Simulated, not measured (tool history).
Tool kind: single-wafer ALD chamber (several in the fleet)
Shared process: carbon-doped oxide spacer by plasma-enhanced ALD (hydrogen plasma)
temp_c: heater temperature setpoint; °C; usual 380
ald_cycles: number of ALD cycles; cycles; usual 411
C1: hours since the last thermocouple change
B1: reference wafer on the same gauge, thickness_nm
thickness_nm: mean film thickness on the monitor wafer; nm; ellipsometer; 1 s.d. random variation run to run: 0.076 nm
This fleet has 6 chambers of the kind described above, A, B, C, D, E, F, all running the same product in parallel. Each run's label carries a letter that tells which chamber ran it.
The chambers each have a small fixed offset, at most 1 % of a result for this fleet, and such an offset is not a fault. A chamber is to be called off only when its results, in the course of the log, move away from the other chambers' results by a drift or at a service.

run 1D hour=11.2 | temp_c=380 ald_cycles=411 | C1=804.7 | B1=17.816 | thickness_nm=20.715
run 2F hour=22.7 | temp_c=380 ald_cycles=411 | C1=339.8 | B1=17.810 | thickness_nm=20.635
run 3A hour=30.5 | temp_c=380 ald_cycles=411 | C1=141.8 | B1=17.799 | thickness_nm=20.481
run 4B hour=42.6 | temp_c=380 ald_cycles=411 | C1=476.1 | B1=17.790 | thickness_nm=20.442
run 5C hour=49.4 | temp_c=380 ald_cycles=411 | C1=152.6 | B1=17.809 | thickness_nm=20.562
run 6E hour=58.9 | temp_c=380 ald_cycles=411 | C1=1388.5 | B1=17.811 | thickness_nm=20.516
run 7C hour=69.6 | temp_c=380 ald_cycles=411 | C1=172.8 | B1=17.806 | thickness_nm=20.648
run 8E hour=83.8 | temp_c=380 ald_cycles=411 | C1=1413.4 | B1=17.784 | thickness_nm=20.467
run 9D hour=98.6 | temp_c=380 ald_cycles=411 | C1=892.1 | B1=17.794 | thickness_nm=20.699
run 10A hour=109.8 | temp_c=380 ald_cycles=411 | C1=221.1 | B1=17.817 | thickness_nm=20.504
run 11B hour=119.0 | temp_c=380 ald_cycles=411 | C1=552.5 | B1=17.821 | thickness_nm=20.499
run 12F hour=130.9 | temp_c=380 ald_cycles=411 | C1=448.0 | B1=17.793 | thickness_nm=20.560
run 13E hour=141.8 | temp_c=380 ald_cycles=411 | C1=1471.4 | B1=17.816 | thickness_nm=20.560
run 14F hour=151.5 | temp_c=380 ald_cycles=411 | C1=468.6 | B1=17.802 | thickness_nm=20.743
run 15D hour=163.7 | temp_c=390 ald_cycles=411 | C1=957.2 | B1=17.793 | thickness_nm=20.712
run 16B hour=174.5 | temp_c=390 ald_cycles=411 | C1=608.0 | B1=17.797 | thickness_nm=20.586
run 17A hour=184.0 | temp_c=390 ald_cycles=411 | C1=295.3 | B1=17.795 | thickness_nm=20.548
run 18C hour=199.6 | temp_c=390 ald_cycles=411 | C1=302.8 | B1=17.803 | thickness_nm=20.570
run 19D hour=210.6 | temp_c=390 ald_cycles=411 | C1=1004.1 | B1=17.812 | thickness_nm=20.669
run 20B hour=223.0 | temp_c=390 ald_cycles=411 | C1=656.5 | B1=17.796 | thickness_nm=20.525
run 21A hour=236.8 | temp_c=380 ald_cycles=411 | C1=348.1 | B1=17.793 | thickness_nm=20.478
run 22F hour=245.9 | temp_c=380 ald_cycles=411 | C1=563.0 | B1=17.813 | thickness_nm=20.665
run 23C hour=254.2 | temp_c=380 ald_cycles=411 | C1=357.4 | B1=17.791 | thickness_nm=20.656
run 24E hour=268.1 | temp_c=380 ald_cycles=411 | C1=1597.7 | B1=17.798 | thickness_nm=20.497
run 25B hour=282.6 | temp_c=380 ald_cycles=473 | C1=716.1 | B1=17.787 | thickness_nm=23.555
run 26C hour=298.0 | temp_c=380 ald_cycles=473 | C1=401.2 | B1=17.808 | thickness_nm=23.690
run 27F hour=308.9 | temp_c=380 ald_cycles=473 | C1=626.0 | B1=17.811 | thickness_nm=23.834
run 28E hour=320.9 | temp_c=380 ald_cycles=473 | C1=1650.5 | B1=17.796 | thickness_nm=23.540
run 29A hour=335.7 | temp_c=380 ald_cycles=473 | C1=447.0 | B1=17.799 | thickness_nm=23.735
run 30D hour=342.6 | temp_c=380 ald_cycles=473 | C1=1136.1 | B1=17.790 | thickness_nm=23.760
run 31A hour=350.1 | temp_c=380 ald_cycles=411 | C1=461.4 | B1=17.782 | thickness_nm=20.531
run 32C hour=363.0 | temp_c=380 ald_cycles=411 | C1=466.2 | B1=17.809 | thickness_nm=20.644
run 33F hour=378.5 | temp_c=380 ald_cycles=411 | C1=695.6 | B1=17.789 | thickness_nm=20.539
run 34E hour=389.4 | temp_c=380 ald_cycles=411 | C1=1719.0 | B1=17.808 | thickness_nm=20.574
run 35D hour=397.3 | temp_c=388 ald_cycles=376 | C1=1190.8 | B1=17.815 | thickness_nm=18.932
run 36B hour=406.0 | temp_c=388 ald_cycles=376 | C1=839.5 | B1=17.815 | thickness_nm=18.783
run 37A hour=419.3 | temp_c=388 ald_cycles=376 | C1=530.6 | B1=17.810 | thickness_nm=18.747
run 38B hour=430.6 | temp_c=388 ald_cycles=376 | C1=864.1 | B1=17.798 | thickness_nm=18.828

Has any chamber moved away from the others, gradually or after a service, or does the common gauge drift, or do the chambers differ only by their own small steady offsets? State the chamber and the most likely cause if one applies.

Beyond each chamber's small constant offset nothing stands out, and the gauge stays steady.
